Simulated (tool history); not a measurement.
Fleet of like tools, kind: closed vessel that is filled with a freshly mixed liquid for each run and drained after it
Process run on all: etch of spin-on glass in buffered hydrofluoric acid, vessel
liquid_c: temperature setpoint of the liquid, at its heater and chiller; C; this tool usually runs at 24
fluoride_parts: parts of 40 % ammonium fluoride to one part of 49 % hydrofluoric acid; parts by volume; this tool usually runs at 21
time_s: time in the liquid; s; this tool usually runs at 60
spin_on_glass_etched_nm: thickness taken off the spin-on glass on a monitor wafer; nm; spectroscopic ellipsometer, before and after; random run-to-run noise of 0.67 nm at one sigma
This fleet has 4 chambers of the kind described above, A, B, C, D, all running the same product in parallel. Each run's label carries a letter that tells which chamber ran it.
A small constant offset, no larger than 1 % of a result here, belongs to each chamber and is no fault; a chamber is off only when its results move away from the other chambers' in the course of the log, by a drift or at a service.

run	day	liquid_c	fluoride_parts	time_s	hours since the thermometer was replaced	hours since the hydrofluoric acid flow meter was replaced	read-back film thickness of the spin-on glass reference wafer, read on the same gauge (nm)	spin_on_glass_etched_nm
1B	0.188	24	21	60	1170.6	69.6	89.996	79.666
2A	0.329	24	21	60	2638.8	627.6	89.978	79.135
3C	0.525	24	21	60	2119.1	122.9	90.006	82.361
4D	0.738	24	21	60	1933.3	834.5	90.02	81.295
5A	0.854	24	21	60	2651.4	640.2	89.981	80.192
# day 1.008: chamber D: thermometer replaced
6C	1.062	24	21	60	2132	135.8	90.021	79.751
# day 1.146: chamber A: thermometer replaced
7B	1.221	29	21	60	1195.4	94.4	90.017	103.04
8D	1.417	29	21	60	9.8	850.8	90.035	106.29
9B	1.629	29	21	60	1205.2	104.2	90.033	104.23
10D	1.75	29	21	60	17.8	858.8	89.992	104.69
11A	1.892	24	21	60	18	665.1	89.993	79.859
12C	2.088	24	21	60	2156.6	160.4	90.021	80.931
13A	2.229	22.5	26	60	26.1	673.2	90.019	62.071
14D	2.329	22.5	26	60	31.7	872.7	90.014	63.761
15C	2.542	22.5	26	60	2167.5	171.3	89.99	65.803
16B	2.754	22.5	26	60	1232.2	131.2	89.996	63.153
17A	2.921	24	21	60	42.7	689.8	89.976	80.628
18C	3.096	24	21	60	2180.8	184.6	90.007	82.592
19B	3.242	24	21	60	1243.9	142.9	90.017	79.182
20D	3.404	24	21	45	57.5	898.5	89.991	60.396
21A	3.5	24	21	45	56.6	703.7	90.022	59.972
22D	3.696	24	21	45	64.5	905.5	89.984	59.703
23B	3.858	24	21	45	1258.7	157.7	90.015	59.285
24C	4.017	24	21	60	2202.9	206.7	90	84.325
25A	4.217	24	21	60	73.8	720.9	89.982	79.665
26D	4.412	24	21	60	81.7	922.7	90.02	79.727
27B	4.533	24	21	60	1274.9	173.9	89.986	79.538
28C	4.667	24	21	60	2218.5	222.3	90.002	84.476
29C	4.817	24	21	60	2222.1	225.9	89.979	86.627
30A	4.933	28.5	21	30	91	738.1	90.015	50.873
31D	5.025	28.5	21	30	96.4	937.4	90.008	52.514
32B	5.167	28.5	21	30	1290.1	189.1	89.994	50.909
33B	5.262	28.5	21	30	1292.4	191.4	89.978	50.765
34C	5.467	24	21	60	2237.7	241.5	90.013	88.196
35D	5.629	24	21	60	110.9	951.9	90.002	80.094
36A	5.738	24	21	60	110.3	757.4	89.996	79.339
37A	5.883	24	21	60	113.8	760.9	90.003	79.405
38D	6.062	24	21	60	121.3	962.3	89.99	80.78
39B	6.188	24	21	60	1314.6	213.6	89.997	80.353
40C	6.317	24	21	60	2258.1	261.9	89.975	87.656
41C	6.412	24	21	60	2260.4	264.2	89.985	86.637
42A	6.612	24	21	60	131.3	778.4	90.029	79.587

Which is it: a chamber that has drifted or been left off by a service, a gauge drift common to all chambers, or only each chamber's usual small offset? If a chamber is off, name it and its likeliest cause.

One chamber, C, drifts off from the rest bit by bit.
Cause: hydrofluoric acid flow above the setpoint (%) = 11.6.
The log may not separate it from: liquid hotter than its thermometer reads (K).

Which of the 4 candidates below, each the usual settings with something changed and its results left as question marks, puts chamber C back in line with what the other chambers give on the usual settings?
Allowed miss from the other chambers' usual-settings mean, per result, to count as in line: spin_on_glass_etched_nm 2.3 nm
43C-1	6.767	24	21.5	55				?
43C-2	6.767	23	21	60				?
43C-3	6.767	24	20.5	65				?
43C-4	6.767	24	20	60				?

On the usual settings, the other chambers give on average: spin_on_glass_etched_nm 79.847 nm
run	spin_on_glass_etched_nm
43C-1	79.66
43C-2	84.213
43C-3	98.603
43C-4	93.223
43C-1 brings the chamber back in line.
